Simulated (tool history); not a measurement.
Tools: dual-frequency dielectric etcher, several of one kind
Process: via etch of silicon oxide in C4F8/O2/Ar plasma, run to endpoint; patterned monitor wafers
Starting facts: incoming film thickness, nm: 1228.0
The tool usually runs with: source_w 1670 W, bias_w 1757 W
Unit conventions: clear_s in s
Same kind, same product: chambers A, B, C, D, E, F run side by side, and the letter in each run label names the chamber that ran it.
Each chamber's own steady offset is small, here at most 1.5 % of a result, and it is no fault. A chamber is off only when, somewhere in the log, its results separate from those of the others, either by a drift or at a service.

run,day,source_w,bias_w,hours since the last wet clean,hours since the last source power generator calibration,hours since the last bias power generator calibration,clear_s
1A,0.138,1670,1757,43.8,1124.6,238.2,271.76
2E,0.246,1670,1757,588.8,2188.7,805.9,266.62
3B,0.417,1670,1757,289.6,559.2,239,267.69
# day 0.571: chamber F: wet clean of the chamber
4F,0.621,1670,1757,1.3,1592.4,2296.2,273.69
5C,0.779,1670,1757,379.2,1187.4,1297.9,272.66
6D,0.938,1670,1757,326.7,1104.3,1401.4,271.72
7B,1.062,1670,1757,305.1,574.7,254.5,267.9
8D,1.258,1670,1757,334.4,1112,1409.1,273.14
9A,1.375,1670,1757,73.5,1154.3,267.9,270.43
10E,1.529,1790,1978,619.6,2219.5,836.7,251.57
11C,1.767,1790,1978,402.9,1211.1,1321.6,255.52
# day 1.912: chamber E: wet clean of the chamber
12F,2,1790,1978,34.4,1625.5,2329.3,255.39
13F,2.212,1790,1978,39.5,1630.6,2334.4,255.85
14D,2.4,1790,1978,361.8,1139.4,1436.5,255.91
15C,2.604,1790,1978,423,1231.2,1341.7,254.42
# day 2.783: chamber B: wet clean of the chamber
16A,2.825,1670,1757,108.3,1189.1,302.7,272.97
17E,2.958,1670,1757,25.1,2253.8,871,268.01
18B,3.162,1670,1757,9.1,625.1,304.9,266.64
19D,3.296,1670,1757,383.3,1160.9,1458,272.67
20F,3.454,1380,2150,69.3,1660.4,2364.2,277.68
21A,3.562,1380,2150,126,1206.8,320.4,274.49
22C,3.754,1380,2150,450.6,1258.8,1369.3,277.35
23B,3.925,1380,2150,27.4,643.4,323.2,273.3
24E,4.133,1380,2150,53.3,2282,899.2,271.45
25F,4.346,1380,2150,90.7,1681.8,2385.6,277.54
# day 4.454: chamber D: wet clean of the chamber
26C,4.467,1670,1757,467.7,1275.9,1386.4,270.92
27B,4.579,1670,1757,43.1,659.1,338.9,268.89
28D,4.817,1670,1757,8.7,1197.4,1494.5,275.8
29E,4.921,1670,1757,72.2,2300.9,918.1,268.55
30A,5.112,1670,1757,163.2,1244,357.6,270.12
31C,5.242,1670,1757,486.3,1294.5,1405,272.13
32B,5.438,1670,1757,63.7,679.7,359.5,267.78
33E,5.633,1670,1488,89.3,2318,935.2,278.51
34F,5.746,1670,1488,124.3,1715.4,2419.2,285.75
35D,5.854,1670,1488,33.6,1222.3,1519.4,287.85
36A,5.996,1670,1488,184.4,1265.2,378.8,283.47
37F,6.1,1670,1488,132.8,1723.9,2427.7,285.99
38B,6.217,1670,1488,82.4,698.4,378.2,279.91
39C,6.371,1670,1757,513.4,1321.6,1432.1,270.77
40D,6.483,1540,1333,48.7,1237.4,1534.5,306.86
41A,6.642,1540,1333,199.9,1280.7,394.3,301.26

Read the log: is a single chamber off, either drifting away or since a service, is the gauge that measures every chamber drifting, or is nothing wrong beyond small per-chamber offsets? Name any odd chamber and what most likely caused it.

It is chamber D that slowly wanders off from its peers.
Likeliest cause: source power that arrives under what is set, % = 4.43.

Below are 4 candidate recipes for chamber D's next run, each the usual settings with a change, their results shown as question marks. Which of them brings D's results back in line with what the other chambers give on the usual settings?
In line here means within this much of the mean the other chambers give on the usual settings: clear_s 3.1 s
42D-1,6.812,1680,1767,,,,?
42D-2,6.812,1660,1747,,,,?
42D-3,6.812,1670,1599,,,,?
42D-4,6.812,1670,1915,,,,?

Other chambers, usual settings, mean: clear_s 270.15 s
run,clear_s
42D-1,275.99
42D-2,278.2
42D-3,284.45
42D-4,270.39
42D-4 brings the chamber back in line.

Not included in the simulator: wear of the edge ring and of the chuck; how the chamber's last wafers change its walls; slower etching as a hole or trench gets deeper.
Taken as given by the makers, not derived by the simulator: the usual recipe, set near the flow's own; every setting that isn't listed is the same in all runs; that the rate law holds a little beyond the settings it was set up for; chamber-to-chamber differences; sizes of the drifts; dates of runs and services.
